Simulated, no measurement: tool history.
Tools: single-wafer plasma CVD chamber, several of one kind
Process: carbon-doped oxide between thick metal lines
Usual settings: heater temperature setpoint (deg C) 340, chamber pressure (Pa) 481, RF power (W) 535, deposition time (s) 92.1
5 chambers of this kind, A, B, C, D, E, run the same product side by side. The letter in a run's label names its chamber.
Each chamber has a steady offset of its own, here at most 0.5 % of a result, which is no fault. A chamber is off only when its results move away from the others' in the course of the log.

run     day  heater temperature setpoint (deg C)  chamber pressure (Pa)  RF power (W)  deposition time (s)  hours since the last thermocouple change  hours since the last RF generator calibration  hours since the last manometer calibration  read-back reference wafer on the same gauge, thickness_nm  mean film thickness on the monitor wafer (nm)
 1A   0.496                                  340                    481           535                 92.1                                     222.9                                         1257.6                                       186.5                                                     503.57                                         478.23
 2B   1.017                                  340                    481           535                 92.1                                     922.6                                         1151.3                                       643.4                                                     503.73                                         475.19
 3E   1.558                                  340                    481           535                 92.1                                     839.3                                          720.8                                       524.8                                                      503.9                                         477.14
 4D   1.979                                  340                    481           535                 92.1                                     162.3                                         1061.2                                      1069.1                                                        504                                         473.94
 5C   2.429                                  354                    481           445                 92.1                                     515.6                                            811                                       866.1                                                     503.91                                         406.39
 6C   2.796                                  354                    481           445                 92.1                                     524.4                                          819.8                                       874.9                                                     504.01                                         404.77
 7B   3.158                                  354                    481           445                 92.1                                       974                                         1202.7                                       694.8                                                     504.19                                         407.44
 8E   3.462                                  354                    481           445                 92.1                                       885                                          766.5                                       570.5                                                     504.16                                         408.47
 9D   4.075                                  354                    481           445                 92.1                                     212.6                                         1111.5                                      1119.4                                                     503.76                                         408.31
10A   4.575                                  340                    481           535                 92.1                                     320.8                                         1355.5                                       284.4                                                      503.6                                         476.92
11D   5.233                                  340                    481           535                 92.1                                     240.4                                         1139.3                                      1147.2                                                     503.87                                         477.12
12B   5.558                                  340                    415           535                 92.1                                    1031.6                                         1260.3                                       752.4                                                     504.16                                         463.64
13A   5.938                                  340                    415           535                 92.1                                     353.5                                         1388.2                                       317.1                                                     504.11                                         465.84
      6.283  -- chamber D: capacitance manometer re-zeroed and calibrated
14E   6.471                                  340                    415           535                 92.1                                     957.2                                          838.7                                       642.7                                                     504.59                                          469.1
15C   6.992                                  340                    415           535                 92.1                                     625.1                                          920.5                                       975.6                                                     503.97                                         468.39
      7.138  -- chamber C: RF generator calibrated
16B   7.329                                  340                    415           535                 92.1                                    1074.1                                         1302.8                                       794.9                                                      504.1                                         468.15
17A   7.692                                  340                    481           535                 92.1                                     395.6                                         1430.3                                       359.2                                                        504                                         472.32
      7.771  -- chamber D: RF generator calibrated
18D   8.012                                  340                    481           535                 92.1                                     307.1                                            5.8                                        41.6                                                      503.5                                         474.95
19E   8.608                                  340                    481           535                 92.1                                    1008.5                                            890                                         694                                                     504.31                                         478.89
20C   9.238                                  340                    481           535                 92.1                                       679                                           50.4                                      1029.5                                                     503.95                                         476.73
21C   9.633                                  340                    481           535                 92.1                                     688.5                                           59.9                                        1039                                                     503.57                                         474.49
22A  10.133                                  340                    481           535                 92.1                                     454.2                                         1488.9                                       417.8                                                      504.1                                         475.88
23E   10.45                                  340                    481           535                 92.1                                    1052.7                                          934.2                                       738.2                                                     503.98                                         476.99
24B  10.758                                  340                    481           535                 92.1                                    1156.4                                         1385.1                                       877.2                                                     504.04                                         471.41
25D  11.271                                  340                    481           535                 92.1                                     385.3                                             84                                       119.8                                                     504.41                                         478.03
26B  11.829                                  340                    481           535                 92.1                                    1182.1                                         1410.8                                       902.9                                                      504.2                                         474.56
     12.083  -- chamber B: thermocouple changed; heater temperature recalibrated
27D  12.446                                  340                    481           535                 92.1                                     413.5                                          112.2                                         148                                                     504.12                                         475.52
28E  12.892                                  327                    380           535                 92.1                                    1111.3                                          992.8                                       796.8                                                      503.9                                         486.21
29A  13.554                                  327                    380           535                 92.1                                     536.3                                           1571                                       499.9                                                     504.62                                         483.29
30C  14.179                                  327                    380           535                 92.1                                     797.6                                            169                                      1148.1                                                     504.22                                         486.07
31A  14.779                                  327                    380           535                 92.1                                     565.7                                         1600.4                                       529.3                                                     503.81                                         481.89
32C  15.329                                  327                    380           535                 92.1                                     825.2                                          196.6                                      1175.7                                                     504.21                                         483.85
33E  15.962                                  340                    481           535                 92.1                                      1185                                         1066.5                                       870.5                                                     504.28                                         478.03
34B  16.462                                  340                    481           535                 92.1                                     105.2                                           1522                                      1014.1                                                     503.87                                         474.52
35D  17.096                                  340                    481           535                 92.1                                     525.1                                          223.8                                       259.6                                                     504.34                                         478.79
36E  17.404                                  340                    481           535                 92.1                                    1219.6                                         1101.1                                       905.1                                                     503.82                                         479.02
37C  17.783                                  340                    481           535                 92.1                                     884.1                                          255.5                                      1234.6                                                     503.58                                         475.58
38D  18.154                                  340                    481           535                 92.1                                     550.5                                          249.2                                         285                                                     504.21                                         474.23
39B  18.604                                  340                    481           535                 92.1                                     156.6                                         1573.4                                      1065.5                                                     503.97                                         473.78
40A  19.208                                  340                    481           535                 92.1                                       672                                         1706.7                                       635.6                                                     504.28                                         474.12
41B  19.871                                  340                    481           535                 92.1                                       187                                         1603.8                                      1095.9                                                      504.5                                         473.76

All 5 chambers run these settings next. Forecast each chamber's results:
42A  20.35                                  340                    481           535                 92.1                                                                                                                                                                                                                                              ?
42B  20.35                                  340                    481           535                 92.1                                                                                                                                                                                                                                              ?
42C  20.35                                  340                    481           535                 92.1                                                                                                                                                                                                                                              ?
42D  20.35                                  340                    481           535                 92.1                                                                                                                                                                                                                                              ?
42E  20.35                                  340                    481           535                 92.1                                                                                                                                                                                                                                              ?

run  mean film thickness on the monitor wafer (nm)
42A                                         475.86
42B                                         471.19
42C                                         477.64
42D                                         475.21
42E                                         476.13
